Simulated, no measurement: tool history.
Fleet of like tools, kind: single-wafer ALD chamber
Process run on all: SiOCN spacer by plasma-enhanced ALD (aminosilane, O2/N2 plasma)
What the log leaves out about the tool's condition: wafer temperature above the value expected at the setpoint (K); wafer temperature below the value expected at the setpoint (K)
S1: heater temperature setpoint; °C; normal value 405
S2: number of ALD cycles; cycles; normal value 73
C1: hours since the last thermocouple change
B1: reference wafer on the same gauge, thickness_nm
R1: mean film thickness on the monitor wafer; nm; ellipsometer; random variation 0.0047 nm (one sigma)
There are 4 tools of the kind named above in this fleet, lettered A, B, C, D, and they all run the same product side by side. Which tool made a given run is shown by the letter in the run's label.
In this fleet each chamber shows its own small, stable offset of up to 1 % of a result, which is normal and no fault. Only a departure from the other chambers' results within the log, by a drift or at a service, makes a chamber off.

run 1D hour=3.1 | S1=405 S2=73 | C1=594.8 | B1=4.6387 | R1=4.3298
run 2C hour=5.6 | S1=405 S2=73 | C1=591.4 | B1=4.6387 | R1=4.3471
run 3A hour=8.5 | S1=405 S2=73 | C1=340 | B1=4.6399 | R1=4.3745
run 4B hour=11.8 | S1=405 S2=73 | C1=531.6 | B1=4.6393 | R1=4.342
run 5D hour=16.8 | S1=405 S2=73 | C1=608.5 | B1=4.6386 | R1=4.3325
run 6A hour=19.9 | S1=405 S2=73 | C1=351.4 | B1=4.6389 | R1=4.375
run 7C hour=24.6 | S1=405 S2=73 | C1=610.4 | B1=4.6376 | R1=4.3458
run 8B hour=27.8 | S1=405 S2=73 | C1=547.6 | B1=4.6377 | R1=4.3486
run 9B hour=31.9 | S1=405 S2=73 | C1=551.7 | B1=4.6379 | R1=4.3393
run 10D hour=36.4 | S1=405 S2=73 | C1=628.1 | B1=4.6361 | R1=4.329
run 11A hour=38.9 | S1=405 S2=73 | C1=370.4 | B1=4.6356 | R1=4.3583
run 12C hour=42.2 | S1=405 S2=73 | C1=628 | B1=4.6348 | R1=4.3411
run 13B hour=47 | S1=405 S2=73 | C1=566.8 | B1=4.6342 | R1=4.3446
run 14C hour=52.4 | S1=405 S2=73 | C1=638.2 | B1=4.6332 | R1=4.3325
run 15A hour=56.8 | S1=405 S2=73 | C1=388.3 | B1=4.6346 | R1=4.363
run 16D hour=61.9 | S1=405 S2=73 | C1=653.6 | B1=4.6328 | R1=4.3235
run 17A hour=66.7 | S1=405 S2=73 | C1=398.2 | B1=4.6334 | R1=4.3672
run 18C hour=72.1 | S1=405 S2=73 | C1=657.9 | B1=4.6309 | R1=4.3424
run 19B hour=77 | S1=405 S2=73 | C1=596.8 | B1=4.6312 | R1=4.3484
run 20D hour=81.2 | S1=405 S2=73 | C1=672.9 | B1=4.6296 | R1=4.3213
run 21C hour=85.8 | S1=405 S2=73 | C1=671.6 | B1=4.6297 | R1=4.338
run 22B hour=90.8 | S1=405 S2=73 | C1=610.6 | B1=4.6296 | R1=4.3431
run 23A hour=96 | S1=393 S2=78 | C1=427.5 | B1=4.628 | R1=4.7197
run 24D hour=101.4 | S1=393 S2=78 | C1=693.1 | B1=4.629 | R1=4.695
run 25B hour=106.5 | S1=393 S2=78 | C1=626.3 | B1=4.6275 | R1=4.7053
run 26D hour=111.5 | S1=393 S2=78 | C1=703.2 | B1=4.6273 | R1=4.6837
run 27A hour=115.5 | S1=405 S2=73 | C1=447 | B1=4.6278 | R1=4.3456
run 28C hour=119.2 | S1=405 S2=73 | C1=705 | B1=4.6264 | R1=4.3286
run 29B hour=122.1 | S1=405 S2=73 | C1=641.9 | B1=4.6262 | R1=4.3382
run 30D hour=127.6 | S1=405 S2=73 | C1=719.3 | B1=4.6235 | R1=4.3163
run 31C hour=131.2 | S1=405 S2=73 | C1=717 | B1=4.6246 | R1=4.3312
run 32A hour=136.4 | S1=405 S2=73 | C1=467.9 | B1=4.6247 | R1=4.3543
run 33A hour=139.4 | S1=405 S2=73 | C1=470.9 | B1=4.624 | R1=4.3524
run 34C hour=142.2 | S1=405 S2=73 | C1=728 | B1=4.6238 | R1=4.3268
run 35D hour=146.1 | S1=405 S2=73 | C1=737.8 | B1=4.6228 | R1=4.3148
run 36B hour=148.5 | S1=394 S2=80 | C1=668.3 | B1=4.6229 | R1=4.8176
run 37A hour=151.7 | S1=394 S2=80 | C1=483.2 | B1=4.6222 | R1=4.843
run 38B hour=155.5 | S1=394 S2=80 | C1=675.3 | B1=4.6223 | R1=4.8169
run 39C hour=159.2 | S1=394 S2=80 | C1=745 | B1=4.6211 | R1=4.8152
run 40D hour=164.7 | S1=410 S2=62 | C1=756.4 | B1=4.6214 | R1=3.6079
run 41C hour=169.6 | S1=410 S2=62 | C1=755.4 | B1=4.6202 | R1=3.6218
run 42B hour=174.2 | S1=410 S2=62 | C1=694 | B1=4.62 | R1=3.6227

All chambers now run identical settings, listed one chamber a line with results as question marks. What results will each chamber show?
run 43A hour=178.2 | S1=416 S2=73 | R1=?
run 43B hour=178.2 | S1=416 S2=73 | R1=?
run 43C hour=178.2 | S1=416 S2=73 | R1=?
run 43D hour=178.2 | S1=416 S2=73 | R1=?

run=43A R1=4.195
run=43B R1=4.183
run=43C R1=4.1768
run=43D R1=4.1713
